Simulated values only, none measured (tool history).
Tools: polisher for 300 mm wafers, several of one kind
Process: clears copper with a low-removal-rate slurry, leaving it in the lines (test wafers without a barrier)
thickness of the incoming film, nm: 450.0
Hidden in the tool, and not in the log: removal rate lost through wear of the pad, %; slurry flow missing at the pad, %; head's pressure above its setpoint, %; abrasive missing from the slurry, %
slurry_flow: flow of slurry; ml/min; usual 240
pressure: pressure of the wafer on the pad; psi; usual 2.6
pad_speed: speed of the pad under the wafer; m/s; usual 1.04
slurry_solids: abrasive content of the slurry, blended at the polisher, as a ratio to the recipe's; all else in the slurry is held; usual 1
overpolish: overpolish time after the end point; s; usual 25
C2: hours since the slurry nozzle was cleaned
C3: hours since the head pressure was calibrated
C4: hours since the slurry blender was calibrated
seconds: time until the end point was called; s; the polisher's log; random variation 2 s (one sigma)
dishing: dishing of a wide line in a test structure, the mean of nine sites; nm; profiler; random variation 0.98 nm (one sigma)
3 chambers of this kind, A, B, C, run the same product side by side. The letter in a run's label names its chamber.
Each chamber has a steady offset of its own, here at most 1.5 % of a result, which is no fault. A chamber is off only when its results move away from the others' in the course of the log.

run 1C hour=5.7 | slurry_flow=240 pressure=2.6 pad_speed=1.04 slurry_solids=1 overpolish=25 | wafers_polished_on_this_pad=772 C2=6.4 C3=106.3 C4=95.3 | seconds=179.22 dishing=39.588
run 2A hour=13.1 | slurry_flow=240 pressure=2.6 pad_speed=1.04 slurry_solids=1 overpolish=25 | wafers_polished_on_this_pad=468 C2=178.9 C3=531.4 C4=17.5 | seconds=178.37 dishing=40.039
run 3B hour=22 | slurry_flow=240 pressure=2.6 pad_speed=1.04 slurry_solids=1 overpolish=25 | wafers_polished_on_this_pad=359 C2=93.1 C3=202.3 C4=192.1 | seconds=178.51 dishing=39.362
run 4C hour=27.9 | slurry_flow=240 pressure=2.6 pad_speed=1.04 slurry_solids=1 overpolish=25 | wafers_polished_on_this_pad=940 C2=28.6 C3=128.5 C4=117.5 | seconds=180.3 dishing=39.642
run 5A hour=37.1 | slurry_flow=240 pressure=2.6 pad_speed=1.04 slurry_solids=1 overpolish=25 | wafers_polished_on_this_pad=649 C2=202.9 C3=555.4 C4=41.5 | seconds=182.6 dishing=39.598
run 6B hour=48.3 | slurry_flow=240 pressure=2.6 pad_speed=1.04 slurry_solids=1 overpolish=25 | wafers_polished_on_this_pad=557 C2=119.4 C3=228.6 C4=218.4 | seconds=175.87 dishing=40.062
run 7A hour=60.2 | slurry_flow=240 pressure=2.6 pad_speed=1.04 slurry_solids=1 overpolish=25 | wafers_polished_on_this_pad=823 C2=226 C3=578.5 C4=64.6 | seconds=181.95 dishing=38.064
-- hour=69.4 chamber C: slurry blender recalibrated
run 8B hour=69.4 | slurry_flow=240 pressure=2.6 pad_speed=1.04 slurry_solids=1 overpolish=25 | wafers_polished_on_this_pad=717 C2=140.5 C3=249.7 C4=239.5 | seconds=179.86 dishing=40.21
-- hour=71.4 chamber B: worn pad replaced by a new one
run 9C hour=77.1 | slurry_flow=240 pressure=2.6 pad_speed=1.04 slurry_solids=1 overpolish=25 | wafers_polished_on_this_pad=1311 C2=77.8 C3=177.7 C4=7.7 | seconds=179 dishing=39.474
run 10A hour=85.3 | slurry_flow=240 pressure=2.6 pad_speed=1.04 slurry_solids=1 overpolish=25 | wafers_polished_on_this_pad=1013 C2=251.1 C3=603.6 C4=89.7 | seconds=182.41 dishing=39.414
run 11B hour=94.3 | slurry_flow=240 pressure=2.6 pad_speed=1.04 slurry_solids=1 overpolish=25 | wafers_polished_on_this_pad=172 C2=165.4 C3=274.6 C4=264.4 | seconds=176.59 dishing=39.763
run 12C hour=101.5 | slurry_flow=240 pressure=2.6 pad_speed=1.04 slurry_solids=1 overpolish=25 | wafers_polished_on_this_pad=1496 C2=102.2 C3=202.1 C4=32.1 | seconds=180.6 dishing=39.738
run 13C hour=108.3 | slurry_flow=240 pressure=2.6 pad_speed=1.04 slurry_solids=1 overpolish=25 | wafers_polished_on_this_pad=1547 C2=109 C3=208.9 C4=38.9 | seconds=182.13 dishing=41.052
-- hour=109.8 chamber C: worn pad replaced by a new one
run 14B hour=120.5 | slurry_flow=240 pressure=2.6 pad_speed=1.04 slurry_solids=1 overpolish=25 | wafers_polished_on_this_pad=370 C2=191.6 C3=300.8 C4=290.6 | seconds=177 dishing=40.093
-- hour=125 chamber A: worn pad replaced by a new one
run 15A hour=128.5 | slurry_flow=240 pressure=2.6 pad_speed=1.04 slurry_solids=1 overpolish=25 | wafers_polished_on_this_pad=27 C2=294.3 C3=646.8 C4=132.9 | seconds=181.3 dishing=38.765
run 16C hour=136.4 | slurry_flow=240 pressure=2.6 pad_speed=1.04 slurry_solids=1 overpolish=25 | wafers_polished_on_this_pad=201 C2=137.1 C3=237 C4=67 | seconds=181.77 dishing=40.697
run 17A hour=145.9 | slurry_flow=240 pressure=2.6 pad_speed=1.04 slurry_solids=1 overpolish=25 | wafers_polished_on_this_pad=158 C2=311.7 C3=664.2 C4=150.3 | seconds=179.91 dishing=40.595
run 18B hour=152.6 | slurry_flow=240 pressure=2.6 pad_speed=1.04 slurry_solids=1 overpolish=25 | wafers_polished_on_this_pad=613 C2=223.7 C3=332.9 C4=322.7 | seconds=177.79 dishing=38.535
run 19C hour=158.2 | slurry_flow=240 pressure=2.6 pad_speed=1.04 slurry_solids=1 overpolish=39 | wafers_polished_on_this_pad=365 C2=158.9 C3=258.8 C4=88.8 | seconds=182.72 dishing=55.353
-- hour=159.2 chamber B: worn pad replaced by a new one
run 20B hour=163.6 | slurry_flow=240 pressure=2.6 pad_speed=1.04 slurry_solids=1 overpolish=39 | wafers_polished_on_this_pad=33 C2=234.7 C3=343.9 C4=333.7 | seconds=175.28 dishing=51.916
run 21A hour=173 | slurry_flow=240 pressure=2.6 pad_speed=1.04 slurry_solids=1 overpolish=39 | wafers_polished_on_this_pad=363 C2=338.8 C3=691.3 C4=177.4 | seconds=182.5 dishing=56.53
-- hour=178.3 chamber A: slurry blender recalibrated
run 22B hour=183.2 | slurry_flow=240 pressure=2.6 pad_speed=1.04 slurry_solids=1 overpolish=25 | wafers_polished_on_this_pad=181 C2=254.3 C3=363.5 C4=353.3 | seconds=176.44 dishing=40.04
run 23A hour=192.1 | slurry_flow=240 pressure=2.3 pad_speed=1.04 slurry_solids=1 overpolish=19 | wafers_polished_on_this_pad=507 C2=357.9 C3=710.4 C4=13.9 | seconds=204.79 dishing=29.881

All 3 chambers run these settings next. Forecast each chamber's results:
run 24A hour=201.1 | slurry_flow=240 pressure=2.6 pad_speed=1.04 slurry_solids=1 overpolish=25 | seconds=? dishing=?
run 24B hour=201.1 | slurry_flow=240 pressure=2.6 pad_speed=1.04 slurry_solids=1 overpolish=25 | seconds=? dishing=?
run 24C hour=201.1 | slurry_flow=240 pressure=2.6 pad_speed=1.04 slurry_solids=1 overpolish=25 | seconds=? dishing=?

run=24A seconds=179.87 dishing=40.033
run=24B seconds=174.29 dishing=39.072
run=24C seconds=180.47 dishing=39.567

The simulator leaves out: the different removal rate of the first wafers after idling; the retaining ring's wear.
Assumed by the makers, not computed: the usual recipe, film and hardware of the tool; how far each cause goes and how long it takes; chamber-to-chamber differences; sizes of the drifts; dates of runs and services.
